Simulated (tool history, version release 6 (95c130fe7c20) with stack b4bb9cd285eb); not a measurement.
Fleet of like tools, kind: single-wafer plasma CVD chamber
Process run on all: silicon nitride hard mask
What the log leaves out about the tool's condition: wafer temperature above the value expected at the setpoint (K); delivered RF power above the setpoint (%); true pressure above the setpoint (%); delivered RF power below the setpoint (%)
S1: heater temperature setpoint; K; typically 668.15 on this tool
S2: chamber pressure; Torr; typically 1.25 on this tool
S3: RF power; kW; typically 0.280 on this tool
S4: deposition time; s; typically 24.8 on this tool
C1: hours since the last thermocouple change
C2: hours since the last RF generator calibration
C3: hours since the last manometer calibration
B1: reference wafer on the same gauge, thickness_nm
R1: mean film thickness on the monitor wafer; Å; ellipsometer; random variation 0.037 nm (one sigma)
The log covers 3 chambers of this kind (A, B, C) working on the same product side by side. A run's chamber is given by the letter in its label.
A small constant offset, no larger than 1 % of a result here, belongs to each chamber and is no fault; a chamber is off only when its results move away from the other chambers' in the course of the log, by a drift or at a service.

run 1A day=0.362 | S1=668.15 S2=1.25 S3=0.280 S4=24.8 | C1=1830.5 C2=897.3 C3=313.6 | B1=25.097 | R1=253.24
run 2C day=0.942 | S1=668.15 S2=1.25 S3=0.280 S4=24.8 | C1=241.3 C2=840.1 C3=1877.2 | B1=25.081 | R1=252.08
run 3B day=1.383 | S1=668.15 S2=1.25 S3=0.280 S4=24.8 | C1=1612.0 C2=111.0 C3=1350.2 | B1=25.081 | R1=253.26
run 4B day=1.892 | S1=668.15 S2=1.25 S3=0.280 S4=24.8 | C1=1624.2 C2=123.2 C3=1362.4 | B1=25.075 | R1=253.50
-- day=2.175 chamber C: RF generator calibrated
run 5A day=2.317 | S1=654.15 S2=1.25 S3=0.280 S4=24.8 | C1=1877.4 C2=944.2 C3=360.5 | B1=25.065 | R1=254.83
run 6C day=2.775 | S1=654.15 S2=1.25 S3=0.280 S4=24.8 | C1=285.3 C2=14.5 C3=1921.2 | B1=25.056 | R1=253.12
run 7A day=3.058 | S1=654.15 S2=1.25 S3=0.280 S4=24.8 | C1=1895.2 C2=962.0 C3=378.3 | B1=25.047 | R1=255.11
run 8C day=3.367 | S1=668.15 S2=1.25 S3=0.280 S4=24.8 | C1=299.5 C2=28.7 C3=1935.4 | B1=25.037 | R1=251.25
run 9B day=3.867 | S1=668.15 S2=1.25 S3=0.280 S4=24.8 | C1=1671.6 C2=170.6 C3=1409.8 | B1=25.038 | R1=252.77
run 10B day=4.271 | S1=668.15 S2=1.25 S3=0.280 S4=24.8 | C1=1681.3 C2=180.3 C3=1419.5 | B1=25.033 | R1=252.97
run 11C day=4.783 | S1=668.15 S2=1.10 S3=0.280 S4=24.8 | C1=333.5 C2=62.7 C3=1969.4 | B1=25.027 | R1=241.26
run 12A day=5.317 | S1=668.15 S2=1.10 S3=0.280 S4=24.8 | C1=1949.4 C2=1016.2 C3=432.5 | B1=25.024 | R1=242.63
run 13B day=5.717 | S1=668.15 S2=1.10 S3=0.280 S4=24.8 | C1=1716.0 C2=215.0 C3=1454.2 | B1=25.008 | R1=243.02
run 14A day=6.217 | S1=668.15 S2=1.25 S3=0.280 S4=24.8 | C1=1971.0 C2=1037.8 C3=454.1 | B1=25.000 | R1=252.19
-- day=6.429 chamber A: RF generator calibrated
run 15C day=6.558 | S1=656.15 S2=1.25 S3=0.280 S4=24.8 | C1=376.1 C2=105.3 C3=2012.0 | B1=24.992 | R1=252.27
run 16A day=6.879 | S1=656.15 S2=1.25 S3=0.280 S4=24.8 | C1=1986.9 C2=10.9 C3=470.0 | B1=24.993 | R1=254.13
run 17C day=7.146 | S1=656.15 S2=1.25 S3=0.280 S4=24.8 | C1=390.2 C2=119.4 C3=2026.1 | B1=24.984 | R1=252.42
run 18B day=7.592 | S1=668.15 S2=1.25 S3=0.280 S4=24.8 | C1=1761.0 C2=260.0 C3=1499.2 | B1=24.988 | R1=252.47
run 19B day=7.967 | S1=668.15 S2=1.25 S3=0.280 S4=24.8 | C1=1770.0 C2=269.0 C3=1508.2 | B1=24.978 | R1=251.45
run 20A day=8.317 | S1=668.15 S2=1.25 S3=0.280 S4=24.8 | C1=2021.4 C2=45.4 C3=504.5 | B1=24.955 | R1=252.21
-- day=8.788 chamber C: capacitance manometer re-zeroed and calibrated
run 21C day=8.850 | S1=658.15 S2=1.25 S3=0.280 S4=24.8 | C1=431.1 C2=160.3 C3=1.6 | B1=24.964 | R1=252.20
run 22C day=9.325 | S1=658.15 S2=1.25 S3=0.280 S4=24.8 | C1=442.5 C2=171.7 C3=13.0 | B1=24.951 | R1=252.32

All 3 chambers run these settings next. Forecast each chamber's results:
run 23A day=9.767 | S1=668.15 S2=1.25 S3=0.280 S4=24.8 | R1=?
run 23B day=9.767 | S1=668.15 S2=1.25 S3=0.280 S4=24.8 | R1=?
run 23C day=9.767 | S1=668.15 S2=1.25 S3=0.280 S4=24.8 | R1=?

run=23A R1=251.56
run=23B R1=251.73
run=23C R1=250.46
